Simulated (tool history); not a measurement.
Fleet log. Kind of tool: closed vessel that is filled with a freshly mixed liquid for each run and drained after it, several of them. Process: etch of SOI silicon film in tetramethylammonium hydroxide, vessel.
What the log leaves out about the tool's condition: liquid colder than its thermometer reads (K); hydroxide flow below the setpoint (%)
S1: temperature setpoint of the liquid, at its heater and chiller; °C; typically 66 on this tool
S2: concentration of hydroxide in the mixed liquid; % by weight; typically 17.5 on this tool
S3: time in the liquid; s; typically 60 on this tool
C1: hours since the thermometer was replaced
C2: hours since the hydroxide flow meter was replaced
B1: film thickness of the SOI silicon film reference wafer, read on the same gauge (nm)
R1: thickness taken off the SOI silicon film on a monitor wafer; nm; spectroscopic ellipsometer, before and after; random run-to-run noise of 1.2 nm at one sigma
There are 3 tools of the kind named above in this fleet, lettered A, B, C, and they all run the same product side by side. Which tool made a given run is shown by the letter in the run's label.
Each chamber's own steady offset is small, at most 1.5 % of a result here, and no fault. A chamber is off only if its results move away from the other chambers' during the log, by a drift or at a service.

run 1C hour=8.0 | S1=66 S2=17.5 S3=60 | C1=1452.5 C2=200.6 | B1=90.003 | R1=270.68
run 2B hour=13.3 | S1=66 S2=17.5 S3=60 | C1=215.6 C2=169.1 | B1=90.002 | R1=272.56
run 3A hour=23.6 | S1=66 S2=17.5 S3=60 | C1=998.5 C2=483.1 | B1=89.991 | R1=268.77
run 4B hour=33.1 | S1=66 S2=17.5 S3=60 | C1=235.4 C2=188.9 | B1=89.986 | R1=273.93
run 5A hour=40.7 | S1=66 S2=17.5 S3=60 | C1=1015.6 C2=500.2 | B1=89.996 | R1=268.47
run 6C hour=47.1 | S1=66 S2=17.5 S3=60 | C1=1491.6 C2=239.7 | B1=90.013 | R1=271.19
run 7A hour=55.0 | S1=66 S2=17.5 S3=60 | C1=1029.9 C2=514.5 | B1=89.988 | R1=268.44
run 8C hour=59.6 | S1=66 S2=17.5 S3=60 | C1=1504.1 C2=252.2 | B1=89.998 | R1=269.39
run 9B hour=67.5 | S1=66 S2=17.5 S3=60 | C1=269.8 C2=223.3 | B1=89.997 | R1=275.63
run 10B hour=76.3 | S1=66 S2=17.5 S3=60 | C1=278.6 C2=232.1 | B1=89.990 | R1=273.81
run 11A hour=82.8 | S1=66 S2=17.5 S3=60 | C1=1057.7 C2=542.3 | B1=90.011 | R1=270.14
run 12C hour=90.6 | S1=66 S2=17.5 S3=60 | C1=1535.1 C2=283.2 | B1=89.984 | R1=267.29
run 13B hour=99.5 | S1=66 S2=17.5 S3=60 | C1=301.8 C2=255.3 | B1=90.016 | R1=274.47
run 14C hour=106.1 | S1=66 S2=17.5 S3=60 | C1=1550.6 C2=298.7 | B1=90.003 | R1=265.70
run 15A hour=112.9 | S1=66 S2=17.5 S3=60 | C1=1087.8 C2=572.4 | B1=89.986 | R1=267.18
run 16C hour=117.9 | S1=66 S2=17.5 S3=60 | C1=1562.4 C2=310.5 | B1=90.010 | R1=264.86
run 17B hour=123.3 | S1=66 S2=17.5 S3=60 | C1=325.6 C2=279.1 | B1=90.004 | R1=275.57
run 18A hour=131.7 | S1=66 S2=17.5 S3=60 | C1=1106.6 C2=591.2 | B1=89.992 | R1=268.37
run 19C hour=139.3 | S1=66 S2=17.5 S3=60 | C1=1583.8 C2=331.9 | B1=90.012 | R1=266.84
run 20A hour=148.5 | S1=66 S2=17.5 S3=60 | C1=1123.4 C2=608.0 | B1=89.993 | R1=268.36
run 21B hour=157.2 | S1=66 S2=17.5 S3=60 | C1=359.5 C2=313.0 | B1=90.004 | R1=273.35
run 22A hour=163.5 | S1=66 S2=17.5 S3=60 | C1=1138.4 C2=623.0 | B1=89.990 | R1=269.29
run 23C hour=168.6 | S1=66 S2=17.5 S3=60 | C1=1613.1 C2=361.2 | B1=90.005 | R1=261.80
run 24B hour=173.7 | S1=66 S2=17.5 S3=60 | C1=376.0 C2=329.5 | B1=89.990 | R1=275.60
run 25A hour=180.2 | S1=66 S2=17.5 S3=60 | C1=1155.1 C2=639.7 | B1=90.008 | R1=267.64
run 26B hour=186.9 | S1=66 S2=17.5 S3=60 | C1=389.2 C2=342.7 | B1=89.990 | R1=274.38
run 27C hour=191.8 | S1=66 S2=17.5 S3=60 | C1=1636.3 C2=384.4 | B1=89.990 | R1=260.62
run 28C hour=201.3 | S1=66 S2=17.5 S3=60 | C1=1645.8 C2=393.9 | B1=89.993 | R1=260.57
run 29A hour=207.8 | S1=66 S2=17.5 S3=60 | C1=1182.7 C2=667.3 | B1=90.005 | R1=270.48
run 30B hour=214.5 | S1=66 S2=17.5 S3=60 | C1=416.8 C2=370.3 | B1=90.001 | R1=274.98
run 31A hour=222.3 | S1=63 S2=19.0 S3=60 | C1=1197.2 C2=681.8 | B1=90.015 | R1=216.01
run 32C hour=229.6 | S1=63 S2=19.0 S3=60 | C1=1674.1 C2=422.2 | B1=89.970 | R1=209.41
run 33B hour=235.8 | S1=63 S2=19.0 S3=60 | C1=438.1 C2=391.6 | B1=90.000 | R1=218.61
run 34A hour=242.8 | S1=66 S2=17.5 S3=60 | C1=1217.7 C2=702.3 | B1=90.012 | R1=267.02
run 35C hour=248.4 | S1=66 S2=17.5 S3=60 | C1=1692.9 C2=441.0 | B1=90.012 | R1=255.14
run 36B hour=254.3 | S1=66 S2=21.0 S3=60 | C1=456.6 C2=410.1 | B1=90.006 | R1=252.72

Decide between three cases: one chamber stands off from its peers, the gauge reading all wafers drifts, or nothing is wrong past each chamber's small offset. Where a chamber is off, say which and what most likely put it there.

Little by little, chamber C moves away from the other chambers.
Most likely cause: liquid colder than its thermometer reads (K) = 0.869.
From this log alone, it may not be told apart from: hydroxide flow above the setpoint (%).

Chamber C could run next with any of the 4 candidate recipes listed below; each alters the usual settings, and their results appear as question marks. Which one brings its results back in line with what the other chambers deliver on the usual settings?
A result is in line if it is within this distance of the other chambers' mean on the usual settings: R1 4.20 nm
run 37C-1 hour=261.6 | S1=66.0 S2=15.0 S3=60 | R1=?
run 37C-2 hour=261.6 | S1=66.5 S2=17.5 S3=60 | R1=?
run 37C-3 hour=261.6 | S1=65.0 S2=17.5 S3=60 | R1=?
run 37C-4 hour=261.6 | S1=65.5 S2=17.5 S3=60 | R1=?

On the usual settings, the other chambers give on average: R1 270.92 nm
run=37C-1 R1=270.00
run=37C-2 R1=263.68
run=37C-3 R1=240.80
run=37C-4 R1=248.22
The right change is 37C-1: it brings the chamber back within the allowed miss of the others.

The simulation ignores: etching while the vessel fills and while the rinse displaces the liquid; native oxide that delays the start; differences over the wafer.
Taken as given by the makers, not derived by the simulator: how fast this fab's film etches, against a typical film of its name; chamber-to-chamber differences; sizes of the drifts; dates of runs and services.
